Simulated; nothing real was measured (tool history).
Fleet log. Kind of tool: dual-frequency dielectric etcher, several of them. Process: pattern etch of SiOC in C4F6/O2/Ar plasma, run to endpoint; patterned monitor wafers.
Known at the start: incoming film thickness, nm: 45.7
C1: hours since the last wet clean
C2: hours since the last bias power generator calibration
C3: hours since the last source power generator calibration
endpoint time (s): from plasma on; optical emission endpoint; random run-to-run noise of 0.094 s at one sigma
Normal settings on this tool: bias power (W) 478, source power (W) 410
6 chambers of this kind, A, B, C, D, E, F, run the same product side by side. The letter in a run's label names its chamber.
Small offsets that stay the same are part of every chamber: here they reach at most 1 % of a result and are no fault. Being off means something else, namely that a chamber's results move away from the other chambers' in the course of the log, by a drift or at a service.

{"run": "1B", "day": 0.308, "bias power (W)": 478, "source power (W)": 410, "C1": 127.5, "C2": 1472.1, "C3": 1071.9, "endpoint time (s)": 15.407}
{"day": 0.517, "done": "chamber E: wet clean of the chamber"}
{"run": "2D", "day": 0.629, "bias power (W)": 478, "source power (W)": 410, "C1": 116.6, "C2": 1326.1, "C3": 833.1, "endpoint time (s)": 15.48}
{"run": "3E", "day": 1.021, "bias power (W)": 478, "source power (W)": 410, "C1": 12.1, "C2": 411.6, "C3": 1022.9, "endpoint time (s)": 15.418}
{"run": "4F", "day": 1.317, "bias power (W)": 478, "source power (W)": 410, "C1": 37.7, "C2": 763.1, "C3": 956.6, "endpoint time (s)": 15.721}
{"run": "5A", "day": 1.746, "bias power (W)": 438, "source power (W)": 320, "C1": 367.3, "C2": 2147.9, "C3": 2429.1, "endpoint time (s)": 17.661}
{"run": "6C", "day": 2.1, "bias power (W)": 438, "source power (W)": 320, "C1": 202.5, "C2": 4133.3, "C3": 369, "endpoint time (s)": 17.612}
{"day": 2.538, "done": "chamber C: bias power generator calibrated"}
{"run": "7A", "day": 2.675, "bias power (W)": 438, "source power (W)": 320, "C1": 389.6, "C2": 2170.2, "C3": 2451.4, "endpoint time (s)": 17.261}
{"run": "8D", "day": 3.171, "bias power (W)": 438, "source power (W)": 320, "C1": 177.6, "C2": 1387.1, "C3": 894.1, "endpoint time (s)": 17.62}
{"run": "9F", "day": 3.642, "bias power (W)": 438, "source power (W)": 320, "C1": 93.5, "C2": 818.9, "C3": 1012.4, "endpoint time (s)": 17.504}
{"run": "10E", "day": 4.092, "bias power (W)": 438, "source power (W)": 320, "C1": 85.8, "C2": 485.3, "C3": 1096.6, "endpoint time (s)": 17.315}
{"run": "11C", "day": 4.558, "bias power (W)": 478, "source power (W)": 410, "C1": 261.5, "C2": 48.5, "C3": 428, "endpoint time (s)": 15.58}
{"run": "12B", "day": 5.092, "bias power (W)": 478, "source power (W)": 410, "C1": 242.3, "C2": 1586.9, "C3": 1186.7, "endpoint time (s)": 15.324}
{"run": "13A", "day": 5.396, "bias power (W)": 478, "source power (W)": 410, "C1": 454.9, "C2": 2235.5, "C3": 2516.7, "endpoint time (s)": 15.55}
{"run": "14B", "day": 5.904, "bias power (W)": 478, "source power (W)": 410, "C1": 261.8, "C2": 1606.4, "C3": 1206.2, "endpoint time (s)": 15.203}
{"run": "15F", "day": 6.2, "bias power (W)": 478, "source power (W)": 410, "C1": 154.9, "C2": 880.3, "C3": 1073.8, "endpoint time (s)": 15.6}
{"run": "16C", "day": 6.546, "bias power (W)": 566, "source power (W)": 460, "C1": 309.2, "C2": 96.2, "C3": 475.7, "endpoint time (s)": 13.819}
{"run": "17D", "day": 6.938, "bias power (W)": 566, "source power (W)": 460, "C1": 268, "C2": 1477.5, "C3": 984.5, "endpoint time (s)": 13.892}
{"run": "18E", "day": 7.483, "bias power (W)": 566, "source power (W)": 460, "C1": 167.2, "C2": 566.7, "C3": 1178, "endpoint time (s)": 13.915}
{"run": "19D", "day": 7.812, "bias power (W)": 566, "source power (W)": 460, "C1": 289, "C2": 1498.5, "C3": 1005.5, "endpoint time (s)": 13.847}
{"run": "20E", "day": 8.088, "bias power (W)": 566, "source power (W)": 460, "C1": 181.7, "C2": 581.2, "C3": 1192.5, "endpoint time (s)": 13.929}
{"run": "21B", "day": 8.517, "bias power (W)": 566, "source power (W)": 460, "C1": 324.5, "C2": 1669.1, "C3": 1268.9, "endpoint time (s)": 13.807}
{"day": 9.033, "done": "chamber A: wet clean of the chamber"}
{"run": "22A", "day": 9.071, "bias power (W)": 478, "source power (W)": 410, "C1": 1, "C2": 2323.7, "C3": 2604.9, "endpoint time (s)": 15.508}
{"run": "23C", "day": 9.521, "bias power (W)": 478, "source power (W)": 410, "C1": 380.6, "C2": 167.6, "C3": 547.1, "endpoint time (s)": 15.408}
{"run": "24F", "day": 9.946, "bias power (W)": 478, "source power (W)": 410, "C1": 244.8, "C2": 970.2, "C3": 1163.7, "endpoint time (s)": 15.685}
{"run": "25A", "day": 10.271, "bias power (W)": 478, "source power (W)": 410, "C1": 29.8, "C2": 2352.5, "C3": 2633.7, "endpoint time (s)": 15.468}
{"run": "26D", "day": 10.538, "bias power (W)": 478, "source power (W)": 410, "C1": 354.4, "C2": 1563.9, "C3": 1070.9, "endpoint time (s)": 15.484}
{"run": "27E", "day": 11.038, "bias power (W)": 478, "source power (W)": 410, "C1": 252.5, "C2": 652, "C3": 1263.3, "endpoint time (s)": 15.367}
{"run": "28C", "day": 11.408, "bias power (W)": 478, "source power (W)": 410, "C1": 425.9, "C2": 212.9, "C3": 592.4, "endpoint time (s)": 15.491}
{"run": "29F", "day": 11.904, "bias power (W)": 478, "source power (W)": 410, "C1": 291.8, "C2": 1017.2, "C3": 1210.7, "endpoint time (s)": 15.425}
{"run": "30B", "day": 12.162, "bias power (W)": 478, "source power (W)": 410, "C1": 412, "C2": 1756.6, "C3": 1356.4, "endpoint time (s)": 15.437}
{"run": "31C", "day": 12.458, "bias power (W)": 478, "source power (W)": 410, "C1": 451.1, "C2": 238.1, "C3": 617.6, "endpoint time (s)": 15.432}
{"run": "32B", "day": 12.812, "bias power (W)": 478, "source power (W)": 410, "C1": 427.6, "C2": 1772.2, "C3": 1372, "endpoint time (s)": 15.358}
{"day": 13.033, "done": "chamber C: wet clean of the chamber"}
{"run": "33A", "day": 13.317, "bias power (W)": 478, "source power (W)": 410, "C1": 102.9, "C2": 2425.6, "C3": 2706.8, "endpoint time (s)": 15.588}
{"run": "34D", "day": 13.692, "bias power (W)": 478, "source power (W)": 410, "C1": 430.1, "C2": 1639.6, "C3": 1146.6, "endpoint time (s)": 15.528}
{"run": "35E", "day": 14.196, "bias power (W)": 478, "source power (W)": 410, "C1": 328.3, "C2": 727.8, "C3": 1339.1, "endpoint time (s)": 15.201}
{"run": "36F", "day": 14.688, "bias power (W)": 478, "source power (W)": 410, "C1": 358.6, "C2": 1084, "C3": 1277.5, "endpoint time (s)": 15.684}
{"run": "37B", "day": 15.025, "bias power (W)": 478, "source power (W)": 410, "C1": 480.7, "C2": 1825.3, "C3": 1425.1, "endpoint time (s)": 15.35}
{"run": "38C", "day": 15.492, "bias power (W)": 478, "source power (W)": 410, "C1": 59, "C2": 310.9, "C3": 690.4, "endpoint time (s)": 15.629}
{"run": "39A", "day": 15.938, "bias power (W)": 478, "source power (W)": 410, "C1": 165.8, "C2": 2488.5, "C3": 2769.7, "endpoint time (s)": 15.468}
{"day": 16.008, "done": "chamber D: wet clean of the chamber"}
{"run": "40D", "day": 16.329, "bias power (W)": 478, "source power (W)": 410, "C1": 7.7, "C2": 1702.9, "C3": 1209.9, "endpoint time (s)": 15.548}
{"run": "41E", "day": 16.633, "bias power (W)": 478, "source power (W)": 410, "C1": 386.8, "C2": 786.3, "C3": 1397.6, "endpoint time (s)": 15.524}
{"run": "42F", "day": 17.196, "bias power (W)": 478, "source power (W)": 410, "C1": 418.8, "C2": 1144.2, "C3": 1337.7, "endpoint time (s)": 15.846}
{"run": "43D", "day": 17.475, "bias power (W)": 478, "source power (W)": 410, "C1": 35.2, "C2": 1730.4, "C3": 1237.4, "endpoint time (s)": 15.426}
{"run": "44A", "day": 17.792, "bias power (W)": 478, "source power (W)": 410, "C1": 210.3, "C2": 2533, "C3": 2814.2, "endpoint time (s)": 15.495}

Decide between three cases: one chamber stands off from its peers, the gauge reading all wafers drifts, or nothing is wrong past each chamber's small offset. Where a chamber is off, say which and what most likely put it there.

Nothing is wrong: each chamber keeps only its own small, steady offset and the gauge holds still.
